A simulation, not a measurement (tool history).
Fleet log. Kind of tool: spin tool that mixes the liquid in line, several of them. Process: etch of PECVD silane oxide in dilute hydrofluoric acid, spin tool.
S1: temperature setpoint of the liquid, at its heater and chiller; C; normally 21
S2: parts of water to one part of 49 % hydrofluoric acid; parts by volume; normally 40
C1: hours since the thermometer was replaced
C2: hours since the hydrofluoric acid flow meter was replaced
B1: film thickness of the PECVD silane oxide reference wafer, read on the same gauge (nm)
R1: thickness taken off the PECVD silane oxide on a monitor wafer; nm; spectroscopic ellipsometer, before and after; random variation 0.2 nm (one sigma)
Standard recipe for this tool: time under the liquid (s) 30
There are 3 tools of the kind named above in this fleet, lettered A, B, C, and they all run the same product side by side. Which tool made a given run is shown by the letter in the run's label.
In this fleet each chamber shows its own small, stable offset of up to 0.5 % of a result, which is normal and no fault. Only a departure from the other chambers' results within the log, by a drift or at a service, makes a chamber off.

{"run": "1B", "hour": 6.3, "S1": 21, "S2": 40, "time under the liquid (s)": 30, "C1": 489.7, "C2": 1800.8, "B1": 89.999, "R1": 29.319}
{"run": "2A", "hour": 15.0, "S1": 21, "S2": 40, "time under the liquid (s)": 30, "C1": 331.7, "C2": 181.6, "B1": 90.004, "R1": 29.344}
{"run": "3C", "hour": 22.8, "S1": 21, "S2": 40, "time under the liquid (s)": 30, "C1": 1889.6, "C2": 303.7, "B1": 90.024, "R1": 29.09}
{"run": "4C", "hour": 29.5, "S1": 21, "S2": 40, "time under the liquid (s)": 30, "C1": 1896.3, "C2": 310.4, "B1": 90.009, "R1": 29.336}
{"run": "5B", "hour": 37.2, "S1": 21, "S2": 40, "time under the liquid (s)": 30, "C1": 520.6, "C2": 1831.7, "B1": 89.997, "R1": 29.492}
{"run": "6A", "hour": 41.5, "S1": 21, "S2": 40, "time under the liquid (s)": 30, "C1": 358.2, "C2": 208.1, "B1": 89.988, "R1": 29.188}
{"run": "7B", "hour": 48.7, "S1": 21, "S2": 40, "time under the liquid (s)": 30, "C1": 532.1, "C2": 1843.2, "B1": 90.026, "R1": 29.483}
{"run": "8C", "hour": 53.2, "S1": 21, "S2": 40, "time under the liquid (s)": 30, "C1": 1920.0, "C2": 334.1, "B1": 89.998, "R1": 29.641}
{"run": "9A", "hour": 61.0, "S1": 21, "S2": 40, "time under the liquid (s)": 30, "C1": 377.7, "C2": 227.6, "B1": 90.005, "R1": 29.259}
{"run": "10A", "hour": 69.4, "S1": 21, "S2": 40, "time under the liquid (s)": 30, "C1": 386.1, "C2": 236.0, "B1": 90.016, "R1": 29.273}
{"run": "11C", "hour": 76.6, "S1": 21, "S2": 40, "time under the liquid (s)": 30, "C1": 1943.4, "C2": 357.5, "B1": 90.009, "R1": 29.166}
{"run": "12B", "hour": 81.0, "S1": 21, "S2": 40, "time under the liquid (s)": 30, "C1": 564.4, "C2": 1875.5, "B1": 89.941, "R1": 29.417}
{"run": "13B", "hour": 89.1, "S1": 21, "S2": 40, "time under the liquid (s)": 30, "C1": 572.5, "C2": 1883.6, "B1": 90.003, "R1": 29.244}
{"run": "14C", "hour": 94.7, "S1": 21, "S2": 40, "time under the liquid (s)": 30, "C1": 1961.5, "C2": 375.6, "B1": 90.002, "R1": 29.48}
{"run": "15A", "hour": 99.6, "S1": 21, "S2": 40, "time under the liquid (s)": 45, "C1": 416.3, "C2": 266.2, "B1": 89.979, "R1": 44.108}
{"run": "16B", "hour": 103.8, "S1": 21, "S2": 40, "time under the liquid (s)": 45, "C1": 587.2, "C2": 1898.3, "B1": 90.02, "R1": 44.142}
{"run": "17A", "hour": 109.5, "S1": 21, "S2": 40, "time under the liquid (s)": 45, "C1": 426.2, "C2": 276.1, "B1": 89.991, "R1": 44.546}
{"run": "18C", "hour": 113.4, "S1": 21, "S2": 40, "time under the liquid (s)": 30, "C1": 1980.2, "C2": 394.3, "B1": 90.024, "R1": 29.12}
{"run": "19B", "hour": 118.8, "S1": 21, "S2": 40, "time under the liquid (s)": 30, "C1": 602.2, "C2": 1913.3, "B1": 89.943, "R1": 29.068}
{"run": "20A", "hour": 125.9, "S1": 21, "S2": 40, "time under the liquid (s)": 30, "C1": 442.6, "C2": 292.5, "B1": 90.0, "R1": 29.047}
{"run": "21C", "hour": 132.8, "S1": 21, "S2": 40, "time under the liquid (s)": 30, "C1": 1999.6, "C2": 413.7, "B1": 90.011, "R1": 29.178}
{"run": "22B", "hour": 140.3, "S1": 21, "S2": 40, "time under the liquid (s)": 30, "C1": 623.7, "C2": 1934.8, "B1": 90.004, "R1": 29.468}
{"run": "23C", "hour": 146.1, "S1": 21, "S2": 40, "time under the liquid (s)": 30, "C1": 2012.9, "C2": 427.0, "B1": 90.01, "R1": 29.337}
{"run": "24A", "hour": 151.8, "S1": 21, "S2": 40, "time under the liquid (s)": 30, "C1": 468.5, "C2": 318.4, "B1": 90.041, "R1": 29.276}
{"run": "25A", "hour": 157.1, "S1": 21, "S2": 20, "time under the liquid (s)": 45, "C1": 473.8, "C2": 323.7, "B1": 89.991, "R1": 89.949}
{"run": "26C", "hour": 164.3, "S1": 21, "S2": 20, "time under the liquid (s)": 45, "C1": 2031.1, "C2": 445.2, "B1": 89.99, "R1": 88.858}
{"run": "27B", "hour": 173.1, "S1": 21, "S2": 20, "time under the liquid (s)": 45, "C1": 656.5, "C2": 1967.6, "B1": 90.044, "R1": 90.526}
{"run": "28B", "hour": 181.5, "S1": 21, "S2": 40, "time under the liquid (s)": 30, "C1": 664.9, "C2": 1976.0, "B1": 89.989, "R1": 29.273}
{"run": "29C", "hour": 187.9, "S1": 21, "S2": 40, "time under the liquid (s)": 30, "C1": 2054.7, "C2": 468.8, "B1": 89.932, "R1": 29.248}
{"run": "30A", "hour": 196.0, "S1": 21, "S2": 40, "time under the liquid (s)": 30, "C1": 512.7, "C2": 362.6, "B1": 90.003, "R1": 29.144}
{"run": "31C", "hour": 201.8, "S1": 21, "S2": 40, "time under the liquid (s)": 30, "C1": 2068.6, "C2": 482.7, "B1": 90.021, "R1": 29.547}

One chamber off, gauge drift, or nothing amiss beyond the chambers' own small offsets? If it is a chamber, which one, and what is the likeliest cause?

Beyond each chamber's small constant offset nothing stands out, and the gauge stays steady.
